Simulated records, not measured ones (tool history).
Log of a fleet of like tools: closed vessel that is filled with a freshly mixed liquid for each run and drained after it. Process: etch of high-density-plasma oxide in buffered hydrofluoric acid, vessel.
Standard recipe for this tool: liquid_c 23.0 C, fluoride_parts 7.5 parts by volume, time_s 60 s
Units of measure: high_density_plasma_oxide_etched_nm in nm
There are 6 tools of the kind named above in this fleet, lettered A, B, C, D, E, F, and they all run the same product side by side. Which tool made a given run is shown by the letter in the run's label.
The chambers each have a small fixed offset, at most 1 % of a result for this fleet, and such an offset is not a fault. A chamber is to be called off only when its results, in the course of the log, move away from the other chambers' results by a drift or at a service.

| run | hour | liquid_c | fluoride_parts | time_s | read-back film thickness of the high-density-plasma oxide reference wafer, read on the same gauge (nm) | high_density_plasma_oxide_etched_nm |
|---|---|---|---|---|---|---|
| 1F | 3.2 | 23.0 | 7.5 | 60 | 50.007 | 151.41 |
| 2A | 8.0 | 23.0 | 7.5 | 60 | 49.977 | 150.74 |
| 3D | 12.7 | 23.0 | 7.5 | 60 | 50.021 | 147.58 |
| 4E | 19.0 | 23.0 | 7.5 | 60 | 49.990 | 151.19 |
| 5B | 22.6 | 23.0 | 5.5 | 75 | 50.006 | 251.64 |
|  | 22.9 | chamber B: thermometer replaced |
| 6C | 28.0 | 23.0 | 5.5 | 75 | 50.013 | 248.78 |
| 7C | 34.9 | 23.0 | 5.5 | 75 | 49.971 | 248.11 |
| 8B | 40.4 | 23.0 | 5.5 | 75 | 50.031 | 252.65 |
| 9D | 45.6 | 23.0 | 5.5 | 75 | 49.995 | 242.86 |
| 10F | 51.4 | 23.0 | 5.5 | 75 | 49.984 | 250.79 |
| 11A | 55.0 | 23.0 | 7.5 | 60 | 49.974 | 151.44 |
| 12E | 60.6 | 23.0 | 7.5 | 60 | 49.995 | 153.91 |
| 13B | 66.4 | 23.0 | 7.5 | 60 | 49.992 | 149.89 |
| 14F | 69.5 | 23.0 | 7.5 | 60 | 49.979 | 150.73 |
| 15C | 73.4 | 23.0 | 7.5 | 60 | 49.981 | 151.16 |
| 16E | 80.1 | 23.0 | 7.5 | 60 | 50.045 | 156.36 |
| 17D | 86.9 | 23.0 | 7.5 | 60 | 49.994 | 148.13 |
| 18A | 91.1 | 23.0 | 7.5 | 60 | 49.966 | 148.85 |
| 19A | 95.3 | 23.0 | 7.5 | 60 | 49.939 | 151.45 |
| 20D | 100.2 | 23.0 | 7.5 | 60 | 49.991 | 148.64 |
| 21B | 103.5 | 23.0 | 7.5 | 60 | 49.958 | 151.79 |
| 22F | 108.4 | 23.0 | 7.5 | 60 | 49.966 | 153.34 |
| 23E | 115.3 | 23.0 | 7.5 | 60 | 49.982 | 161.03 |
| 24C | 120.2 | 23.0 | 7.5 | 60 | 50.004 | 148.70 |
| 25C | 125.9 | 23.0 | 7.5 | 60 | 49.987 | 149.65 |
| 26A | 129.4 | 23.0 | 7.5 | 60 | 50.017 | 150.23 |
| 27E | 135.5 | 23.0 | 7.5 | 60 | 50.004 | 161.26 |
| 28F | 140.1 | 26.0 | 7.5 | 60 | 50.009 | 178.49 |
| 29D | 143.6 | 26.0 | 7.5 | 60 | 49.999 | 175.45 |
| 30B | 148.2 | 26.0 | 7.5 | 60 | 50.034 | 175.35 |
| 31A | 152.7 | 26.0 | 7.5 | 60 | 50.033 | 178.45 |
| 32B | 156.5 | 26.0 | 7.5 | 60 | 49.962 | 179.25 |
| 33C | 162.4 | 26.0 | 7.5 | 60 | 49.951 | 176.83 |
| 34F | 167.1 | 23.0 | 7.5 | 60 | 49.999 | 152.60 |
| 35E | 172.8 | 23.0 | 7.5 | 60 | 50.016 | 161.67 |
| 36D | 176.3 | 23.0 | 7.5 | 60 | 50.006 | 150.18 |
| 37B | 181.9 | 23.0 | 7.5 | 60 | 50.005 | 151.98 |
| 38E | 185.3 | 23.0 | 7.5 | 60 | 49.980 | 165.60 |
| 39A | 190.0 | 23.0 | 7.5 | 60 | 49.964 | 150.48 |
| 40D | 195.5 | 19.5 | 7.5 | 60 | 49.953 | 124.33 |

Predict what each chamber gives when all 6 of them run the settings below next.
| 41A | 200.5 | 27.0 | 7.5 | 60 |  | ? |
| 41B | 200.5 | 27.0 | 7.5 | 60 |  | ? |
| 41C | 200.5 | 27.0 | 7.5 | 60 |  | ? |
| 41D | 200.5 | 27.0 | 7.5 | 60 |  | ? |
| 41E | 200.5 | 27.0 | 7.5 | 60 |  | ? |
| 41F | 200.5 | 27.0 | 7.5 | 60 |  | ? |

| run | high_density_plasma_oxide_etched_nm |
|---|---|
| 41A | 187.99 |
| 41B | 188.11 |
| 41C | 185.32 |
| 41D | 185.30 |
| 41E | 207.52 |
| 41F | 187.21 |
